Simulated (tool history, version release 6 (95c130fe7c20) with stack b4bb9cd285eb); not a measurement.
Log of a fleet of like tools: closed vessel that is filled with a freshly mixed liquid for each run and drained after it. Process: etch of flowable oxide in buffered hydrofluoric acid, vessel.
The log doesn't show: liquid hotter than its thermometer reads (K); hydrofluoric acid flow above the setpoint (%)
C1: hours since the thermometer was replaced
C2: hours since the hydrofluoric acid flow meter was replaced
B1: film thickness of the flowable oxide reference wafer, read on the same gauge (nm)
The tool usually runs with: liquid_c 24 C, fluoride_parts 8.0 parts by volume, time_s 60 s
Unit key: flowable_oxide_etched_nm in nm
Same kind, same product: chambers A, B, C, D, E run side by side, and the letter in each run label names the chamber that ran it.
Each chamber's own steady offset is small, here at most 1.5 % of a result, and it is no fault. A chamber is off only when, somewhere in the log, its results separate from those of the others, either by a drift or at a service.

Run 1A, hour 4.5: usual settings; C1 920.2; C2 515.4; B1 129.98. Result: flowable_oxide_etched_nm 282.37 nm.
Run 2D, hour 8.3: usual settings; C1 88.3; C2 697.1; B1 129.98. Result: flowable_oxide_etched_nm 280.03 nm.
Run 3C, hour 11.0: usual settings; C1 2047.0; C2 370.2; B1 130.01. Result: flowable_oxide_etched_nm 282.48 nm.
Run 4E, hour 13.5: usual settings; C1 79.2; C2 734.0; B1 130.00. Result: flowable_oxide_etched_nm 282.30 nm.
At hour 16.5: chamber C: thermometer replaced.
Run 5B, hour 17.0: usual settings; C1 1578.5; C2 413.9; B1 130.02. Result: flowable_oxide_etched_nm 285.55 nm.
Run 6E, hour 21.0: usual settings; C1 86.7; C2 741.5; B1 130.00. Result: flowable_oxide_etched_nm 281.08 nm.
Run 7D, hour 25.9: usual settings but liquid_c 21 C, fluoride_parts 6.5 parts by volume; C1 105.9; C2 714.7; B1 130.00. Result: flowable_oxide_etched_nm 296.96 nm.
At hour 27.8: chamber A: thermometer replaced.
Run 8C, hour 28.6: usual settings but liquid_c 21 C, fluoride_parts 6.5 parts by volume; C1 12.1; C2 387.8; B1 130.00. Result: flowable_oxide_etched_nm 296.48 nm.
Run 9A, hour 33.9: usual settings but liquid_c 21 C, fluoride_parts 6.5 parts by volume; C1 6.1; C2 544.8; B1 130.00. Result: flowable_oxide_etched_nm 290.21 nm.
Run 10B, hour 36.4: usual settings but liquid_c 21 C, fluoride_parts 6.5 parts by volume; C1 1597.9; C2 433.3; B1 130.01. Result: flowable_oxide_etched_nm 297.06 nm.
Run 11C, hour 40.0: usual settings but liquid_c 21 C, fluoride_parts 6.5 parts by volume; C1 23.5; C2 399.2; B1 129.99. Result: flowable_oxide_etched_nm 300.89 nm.
Run 12B, hour 44.3: usual settings; C1 1605.8; C2 441.2; B1 129.98. Result: flowable_oxide_etched_nm 284.37 nm.
Run 13A, hour 47.1: usual settings; C1 19.3; C2 558.0; B1 130.00. Result: flowable_oxide_etched_nm 285.02 nm.
Run 14E, hour 49.7: usual settings; C1 115.4; C2 770.2; B1 129.99. Result: flowable_oxide_etched_nm 290.42 nm.
Run 15D, hour 55.0: usual settings; C1 135.0; C2 743.8; B1 130.00. Result: flowable_oxide_etched_nm 281.14 nm.
Run 16A, hour 59.1: usual settings; C1 31.3; C2 570.0; B1 129.99. Result: flowable_oxide_etched_nm 274.90 nm.
Run 17E, hour 62.8: usual settings; C1 128.5; C2 783.3; B1 130.02. Result: flowable_oxide_etched_nm 285.61 nm.
Run 18D, hour 65.2: usual settings; C1 145.2; C2 754.0; B1 130.01. Result: flowable_oxide_etched_nm 283.66 nm.
Run 19C, hour 70.1: usual settings; C1 53.6; C2 429.3; B1 129.99. Result: flowable_oxide_etched_nm 285.14 nm.
Run 20B, hour 73.4: usual settings but fluoride_parts 9.0 parts by volume, time_s 70 s; C1 1634.9; C2 470.3; B1 129.97. Result: flowable_oxide_etched_nm 288.34 nm.
Run 21D, hour 75.9: usual settings but fluoride_parts 9.0 parts by volume, time_s 70 s; C1 155.9; C2 764.7; B1 130.01. Result: flowable_oxide_etched_nm 289.16 nm.
Run 22A, hour 80.2: usual settings but fluoride_parts 9.0 parts by volume, time_s 70 s; C1 52.4; C2 591.1; B1 129.99. Result: flowable_oxide_etched_nm 286.85 nm.
Run 23C, hour 83.4: usual settings but fluoride_parts 9.0 parts by volume, time_s 70 s; C1 66.9; C2 442.6; B1 130.00. Result: flowable_oxide_etched_nm 292.74 nm.
Run 24E, hour 88.7: usual settings but fluoride_parts 9.0 parts by volume, time_s 70 s; C1 154.4; C2 809.2; B1 130.00. Result: flowable_oxide_etched_nm 292.11 nm.
At hour 91.0: chamber B: thermometer replaced.
Run 25B, hour 92.9: usual settings but fluoride_parts 6.5 parts by volume; C1 1.9; C2 489.8; B1 130.01. Result: flowable_oxide_etched_nm 345.33 nm.
Run 26D, hour 97.7: usual settings but fluoride_parts 6.5 parts by volume; C1 177.7; C2 786.5; B1 130.00. Result: flowable_oxide_etched_nm 346.49 nm.
Run 27B, hour 101.2: usual settings but fluoride_parts 6.5 parts by volume; C1 10.2; C2 498.1; B1 129.97. Result: flowable_oxide_etched_nm 350.70 nm.
Run 28C, hour 106.3: usual settings but fluoride_parts 6.5 parts by volume; C1 89.8; C2 465.5; B1 129.99. Result: flowable_oxide_etched_nm 352.49 nm.
Run 29A, hour 111.2: usual settings but fluoride_parts 6.5 parts by volume; C1 83.4; C2 622.1; B1 130.02. Result: flowable_oxide_etched_nm 349.08 nm.
Run 30E, hour 115.3: usual settings but liquid_c 28 C, fluoride_parts 7.0 parts by volume; C1 181.0; C2 835.8; B1 130.01. Result: flowable_oxide_etched_nm 404.31 nm.
Run 31C, hour 119.0: usual settings but liquid_c 28 C, fluoride_parts 7.0 parts by volume; C1 102.5; C2 478.2; B1 130.01. Result: flowable_oxide_etched_nm 413.42 nm.
Run 32E, hour 122.5: usual settings but liquid_c 28 C, fluoride_parts 7.0 parts by volume; C1 188.2; C2 843.0; B1 130.01. Result: flowable_oxide_etched_nm 412.45 nm.
Run 33D, hour 125.3: usual settings but liquid_c 28 C, fluoride_parts 7.0 parts by volume; C1 205.3; C2 814.1; B1 130.02. Result: flowable_oxide_etched_nm 400.86 nm.
Run 34A, hour 130.1: usual settings but liquid_c 28 C, fluoride_parts 7.0 parts by volume; C1 102.3; C2 641.0; B1 129.99. Result: flowable_oxide_etched_nm 400.72 nm.
Run 35B, hour 133.5: usual settings; C1 42.5; C2 530.4; B1 130.00. Result: flowable_oxide_etched_nm 286.02 nm.
Run 36C, hour 135.9: usual settings; C1 119.4; C2 495.1; B1 130.00. Result: flowable_oxide_etched_nm 285.94 nm.
Run 37A, hour 140.3: usual settings but time_s 85 s; C1 112.5; C2 651.2; B1 130.00. Result: flowable_oxide_etched_nm 395.05 nm.
Run 38D, hour 143.4: usual settings but time_s 85 s; C1 223.4; C2 832.2; B1 130.00. Result: flowable_oxide_etched_nm 398.97 nm.
Run 39E, hour 146.0: usual settings but time_s 85 s; C1 211.7; C2 866.5; B1 130.00. Result: flowable_oxide_etched_nm 403.86 nm.
Run 40B, hour 150.1: usual settings but time_s 85 s; C1 59.1; C2 547.0; B1 130.00. Result: flowable_oxide_etched_nm 393.09 nm.

Predict what each chamber gives when all 5 of them run the settings below next.
Run 41A, hour 154.0: usual settings but fluoride_parts 10.5 parts by volume. Result: flowable_oxide_etched_nm ?.
Run 41B, hour 154.0: usual settings but fluoride_parts 10.5 parts by volume. Result: flowable_oxide_etched_nm ?.
Run 41C, hour 154.0: usual settings but fluoride_parts 10.5 parts by volume. Result: flowable_oxide_etched_nm ?.
Run 41D, hour 154.0: usual settings but fluoride_parts 10.5 parts by volume. Result: flowable_oxide_etched_nm ?.
Run 41E, hour 154.0: usual settings but fluoride_parts 10.5 parts by volume. Result: flowable_oxide_etched_nm ?.

run  flowable_oxide_etched_nm
41A                    218.17
41B                    218.34
41C                    222.13
41D                    220.58
41E                    219.69

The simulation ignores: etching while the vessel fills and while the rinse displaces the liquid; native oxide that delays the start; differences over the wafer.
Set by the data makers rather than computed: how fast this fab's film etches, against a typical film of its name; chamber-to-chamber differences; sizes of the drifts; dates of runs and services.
